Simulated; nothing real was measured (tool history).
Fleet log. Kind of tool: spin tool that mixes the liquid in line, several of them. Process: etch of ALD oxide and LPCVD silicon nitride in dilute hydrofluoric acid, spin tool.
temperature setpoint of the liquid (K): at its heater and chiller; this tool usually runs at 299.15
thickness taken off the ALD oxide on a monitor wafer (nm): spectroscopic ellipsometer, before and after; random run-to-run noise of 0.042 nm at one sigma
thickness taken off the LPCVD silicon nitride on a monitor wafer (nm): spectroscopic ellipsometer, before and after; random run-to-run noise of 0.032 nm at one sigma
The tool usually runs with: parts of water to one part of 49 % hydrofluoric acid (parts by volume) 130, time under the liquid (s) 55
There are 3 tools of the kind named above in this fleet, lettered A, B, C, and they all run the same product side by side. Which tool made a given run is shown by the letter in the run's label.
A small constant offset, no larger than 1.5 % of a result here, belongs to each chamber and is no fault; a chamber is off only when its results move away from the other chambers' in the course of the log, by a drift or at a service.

run   hour  temperature setpoint of the liquid (K)  parts of water to one part of 49 % hydrofluoric acid (parts by volume)  time under the liquid (s)  hours since the thermometer was replaced  hours since the hydrofluoric acid flow meter was replaced  read-back film thickness of the ALD oxide reference wafer, read on the same gauge (nm)  read-back film thickness of the LPCVD silicon nitride reference wafer, read on the same gauge (nm)  thickness taken off the ALD oxide on a monitor wafer (nm)  thickness taken off the LPCVD silicon nitride on a monitor wafer (nm)
 1A    3.7                                  299.15                                                                     130                         55                                     549.2                                                      337.6                                                                                  129.98                                                                                              150.04                                                     5.9263                                                                0.26835
 2B    6.6                                  299.15                                                                     130                         55                                     910.8                                                      970.6                                                                                  130.01                                                                                              150.03                                                     5.9314                                                                0.27314
 3C    9.3                                  299.15                                                                     130                         55                                    1708.5                                                      510.5                                                                                  130.02                                                                                              149.97                                                     5.9579                                                                0.23608
 4A   12.9                                  299.15                                                                     130                         55                                     558.4                                                      346.8                                                                                  129.97                                                                                              149.97                                                     5.7884                                                                0.17928
 5C   16.8                                  299.15                                                                     130                         55                                      1716                                                        518                                                                                     130                                                                                              150.01                                                     5.9391                                                                0.30549
 6B   19.8                                  299.15                                                                     130                         55                                       924                                                      983.8                                                                                  129.99                                                                                              150.03                                                      5.923                                                                0.26367
 7B   22.2                                  299.15                                                                     130                         55                                     926.4                                                      986.2                                                                                  130.01                                                                                              149.97                                                      5.851                                                                0.24468
 8C   24.7                                  299.15                                                                     130                         55                                    1723.9                                                      525.9                                                                                  130.01                                                                                              149.98                                                     5.9288                                                                0.24965
 9A   27.3                                  299.15                                                                     130                         55                                     572.8                                                      361.2                                                                                     130                                                                                              149.95                                                     5.8524                                                                0.19851
10B   30.7                                  299.15                                                                     130                         55                                     934.9                                                      994.7                                                                                  130.02                                                                                                 150                                                     5.9015                                                                0.20643
11C     34                                  299.15                                                                     130                         55                                    1733.2                                                      535.2                                                                                  130.01                                                                                              150.03                                                     5.9565                                                                0.27722
12A   37.5                                  299.15                                                                     130                         55                                       583                                                      371.4                                                                                  129.99                                                                                              149.96                                                     5.8978                                                                0.27004
13C   39.8                                  299.15                                                                     130                         55                                      1739                                                        541                                                                                  130.01                                                                                                 150                                                     5.8744                                                                0.27578
14A   44.8                                  299.15                                                                     180                         75                                     590.3                                                      378.7                                                                                  129.97                                                                                              150.04                                                     5.5078                                                                0.26197
15B   50.1                                  299.15                                                                     180                         75                                     954.3                                                     1014.1                                                                                  130.01                                                                                              149.98                                                     5.5243                                                                0.27823
16A   54.8                                  299.15                                                                     180                         75                                     600.3                                                      388.7                                                                                  129.98                                                                                              150.04                                                     5.4641                                                                0.20541
17B   59.9                                  301.15                                                                     130                         40                                     964.1                                                     1023.9                                                                                  129.99                                                                                              149.96                                                     4.6063                                                                0.18609
18C   62.5                                  301.15                                                                     130                         40                                    1761.7                                                      563.7                                                                                  130.01                                                                                                 150                                                     4.6891                                                                0.19478
19B   65.8                                  301.15                                                                     130                         40                                       970                                                     1029.8                                                                                     130                                                                                              150.03                                                     4.6591                                                                 0.1807
20C   68.5                                  299.15                                                                     130                         55                                    1767.7                                                      569.7                                                                                  130.01                                                                                              149.98                                                     5.8643                                                                0.19131
21A   71.1                                  299.15                                                                     130                         55                                     616.6                                                        405                                                                                  130.01                                                                                              149.96                                                      5.871                                                                0.29963
22B   73.6                                  299.15                                                                     130                         55                                     977.8                                                     1037.6                                                                                  129.99                                                                                              150.02                                                     5.9006                                                                0.23471
23C   77.6                                  299.15                                                                     130                         55                                    1776.8                                                      578.8                                                                                  130.02                                                                                                 150                                                     5.8891                                                                 0.2476
24A   80.1                                  299.15                                                                     130                         55                                     625.6                                                        414                                                                                  130.02                                                                                              149.97                                                     5.8715                                                                0.25365
25B     83                                  299.15                                                                     130                         55                                     987.2                                                       1047                                                                                  130.02                                                                                              149.97                                                     5.9368                                                                0.31262
26C   87.5                                  301.65                                                                     100                         55                                    1786.7                                                      588.7                                                                                     130                                                                                              150.02                                                     8.8956                                                                0.38272
27A   92.5                                  301.65                                                                     100                         55                                       638                                                      426.4                                                                                  130.02                                                                                              149.98                                                     8.7887                                                                0.23832
28A     96                                  301.65                                                                     100                         55                                     641.5                                                      429.9                                                                                  129.99                                                                                              149.99                                                      8.716                                                                0.44197
29C  101.1                                  299.15                                                                     130                         55                                    1800.3                                                      602.3                                                                                  129.98                                                                                              150.01                                                     5.9481                                                                0.23928
30B  105.1                                  299.15                                                                     130                         55                                    1009.3                                                     1069.1                                                                                  129.99                                                                                                 150                                                     5.9601                                                                 0.2552
31C  108.3                                  299.15                                                                     130                         55                                    1807.5                                                      609.5                                                                                  129.98                                                                                              150.08                                                     5.9182                                                                 0.2542
32A  113.5                                  299.15                                                                     130                         55                                       659                                                      447.4                                                                                  129.99                                                                                                 150                                                     5.8773                                                                0.25795
33B  117.8                                  299.15                                                                      95                         25                                      1022                                                     1081.8                                                                                  129.98                                                                                              149.99                                                      3.854                                                                0.15419

The same settings go to every chamber for the next run, one line per chamber below. Forecast the results for each:
34A  121.6                                  299.15                                                                     130                         55                                                                                                                                                                                                                                                                                                                                                           ?                                                                      ?
34B  121.6                                  299.15                                                                     130                         55                                                                                                                                                                                                                                                                                                                                                           ?                                                                      ?
34C  121.6                                  299.15                                                                     130                         55                                                                                                                                                                                                                                                                                                                                                           ?                                                                      ?

run  thickness taken off the ALD oxide on a monitor wafer (nm)  thickness taken off the LPCVD silicon nitride on a monitor wafer (nm)
34A                                                     5.8598                                                                0.23514
34B                                                     5.9424                                                                0.26759
34C                                                     5.9174                                                                0.28215
